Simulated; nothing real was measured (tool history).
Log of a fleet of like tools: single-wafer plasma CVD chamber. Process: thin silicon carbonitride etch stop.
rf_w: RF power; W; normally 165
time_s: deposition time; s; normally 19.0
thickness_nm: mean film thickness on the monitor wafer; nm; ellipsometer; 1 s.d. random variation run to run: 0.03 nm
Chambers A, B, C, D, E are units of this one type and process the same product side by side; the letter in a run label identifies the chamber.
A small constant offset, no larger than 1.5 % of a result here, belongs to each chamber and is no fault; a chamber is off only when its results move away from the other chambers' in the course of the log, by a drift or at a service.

| run | hour | rf_w | time_s | hours since the last thermocouple change | hours since the last RF generator calibration | read-back reference wafer on the same gauge, thickness_nm | thickness_nm |
|---|---|---|---|---|---|---|---|
| 1D | 7.0 | 165 | 19.0 | 1851.4 | 1581.6 | 10.291 | 10.2480 |
| 2B | 17.6 | 165 | 19.0 | 291.9 | 544.0 | 10.306 | 10.1780 |
| 3E | 27.3 | 165 | 19.0 | 1523.8 | 468.3 | 10.299 | 10.1470 |
| 4C | 34.4 | 165 | 19.0 | 37.1 | 1195.5 | 10.292 | 10.1980 |
| 5A | 42.7 | 165 | 19.0 | 64.3 | 1214.6 | 10.302 | 10.2870 |
| 6C | 51.2 | 165 | 19.0 | 53.9 | 1212.3 | 10.300 | 10.1600 |
| 7B | 66.0 | 165 | 19.0 | 340.3 | 592.4 | 10.305 | 10.2090 |
| 8D | 75.0 | 165 | 19.0 | 1919.4 | 1649.6 | 10.306 | 10.2070 |
| 9A | 82.5 | 165 | 19.0 | 104.1 | 1254.4 | 10.294 | 10.3310 |
| 10E | 91.3 | 165 | 19.0 | 1587.8 | 532.3 | 10.293 | 10.1220 |
| 11D | 101.2 | 165 | 16.9 | 1945.6 | 1675.8 | 10.296 | 9.1076 |
| 12B | 109.6 | 165 | 16.9 | 383.9 | 636.0 | 10.303 | 9.0465 |
| 13A | 124.0 | 165 | 16.9 | 145.6 | 1295.9 | 10.299 | 9.1664 |
| 14E | 131.2 | 165 | 16.9 | 1627.7 | 572.2 | 10.300 | 8.9876 |
| 15C | 138.2 | 165 | 16.9 | 140.9 | 1299.3 | 10.295 | 9.1294 |
| 16B | 146.5 | 190 | 19.0 | 420.8 | 672.9 | 10.300 | 10.6110 |
| 17C | 154.2 | 190 | 19.0 | 156.9 | 1315.3 | 10.291 | 10.6500 |
| 18A | 166.3 | 190 | 19.0 | 187.9 | 1338.2 | 10.301 | 10.7660 |
| 19D | 178.2 | 190 | 19.0 | 2022.6 | 1752.8 | 10.302 | 10.6630 |
| 20E | 185.4 | 190 | 19.0 | 1681.9 | 626.4 | 10.304 | 10.4580 |
| 21D | 196.7 | 165 | 19.0 | 2041.1 | 1771.3 | 10.303 | 10.1790 |
| 22E | 210.0 | 165 | 19.0 | 1706.5 | 651.0 | 10.287 | 9.9875 |
| 23C | 220.4 | 165 | 19.0 | 223.1 | 1381.5 | 10.303 | 10.1950 |
| 24B | 233.9 | 165 | 19.0 | 508.2 | 760.3 | 10.299 | 10.1980 |
| 25A | 243.0 | 165 | 19.0 | 264.6 | 1414.9 | 10.302 | 10.3410 |
| 26B | 252.9 | 165 | 19.0 | 527.2 | 779.3 | 10.305 | 10.2050 |
| 27D | 263.6 | 165 | 19.0 | 2108.0 | 1838.2 | 10.305 | 10.1440 |
| 28C | 277.1 | 165 | 19.0 | 279.8 | 1438.2 | 10.302 | 10.2130 |
|  | 287.4 | chamber C: RF generator calibrated |
| 29A | 289.6 | 165 | 19.0 | 311.2 | 1461.5 | 10.302 | 10.3280 |
| 30E | 297.1 | 150 | 21.8 | 1793.6 | 738.1 | 10.301 | 11.1060 |
| 31D | 307.9 | 150 | 21.8 | 2152.3 | 1882.5 | 10.298 | 11.4330 |
| 32C | 316.0 | 150 | 21.8 | 318.7 | 28.6 | 10.304 | 11.4130 |
| 33E | 330.0 | 150 | 21.8 | 1826.5 | 771.0 | 10.302 | 11.1080 |
| 34A | 343.0 | 150 | 21.8 | 364.6 | 1514.9 | 10.303 | 11.5140 |
| 35B | 354.6 | 165 | 19.0 | 628.9 | 881.0 | 10.299 | 10.1880 |
| 36C | 368.0 | 165 | 19.0 | 370.7 | 80.6 | 10.308 | 10.2260 |
| 37E | 376.5 | 165 | 19.0 | 1873.0 | 817.5 | 10.296 | 9.9164 |
| 38D | 386.7 | 165 | 19.0 | 2231.1 | 1961.3 | 10.302 | 10.2200 |
| 39B | 399.1 | 165 | 19.0 | 673.4 | 925.5 | 10.301 | 10.1620 |
| 40A | 412.8 | 140 | 15.5 | 434.4 | 1584.7 | 10.306 | 7.9972 |

Each of the 5 chambers runs these same settings next. Fill in every chamber's results:
| 41A | 424.0 | 195 | 19.0 |  |  |  | ? |
| 41B | 424.0 | 195 | 19.0 |  |  |  | ? |
| 41C | 424.0 | 195 | 19.0 |  |  |  | ? |
| 41D | 424.0 | 195 | 19.0 |  |  |  | ? |
| 41E | 424.0 | 195 | 19.0 |  |  |  | ? |

| run | thickness_nm |
|---|---|
| 41A | 10.7730 |
| 41B | 10.6290 |
| 41C | 10.7560 |
| 41D | 10.7730 |
| 41E | 10.4370 |

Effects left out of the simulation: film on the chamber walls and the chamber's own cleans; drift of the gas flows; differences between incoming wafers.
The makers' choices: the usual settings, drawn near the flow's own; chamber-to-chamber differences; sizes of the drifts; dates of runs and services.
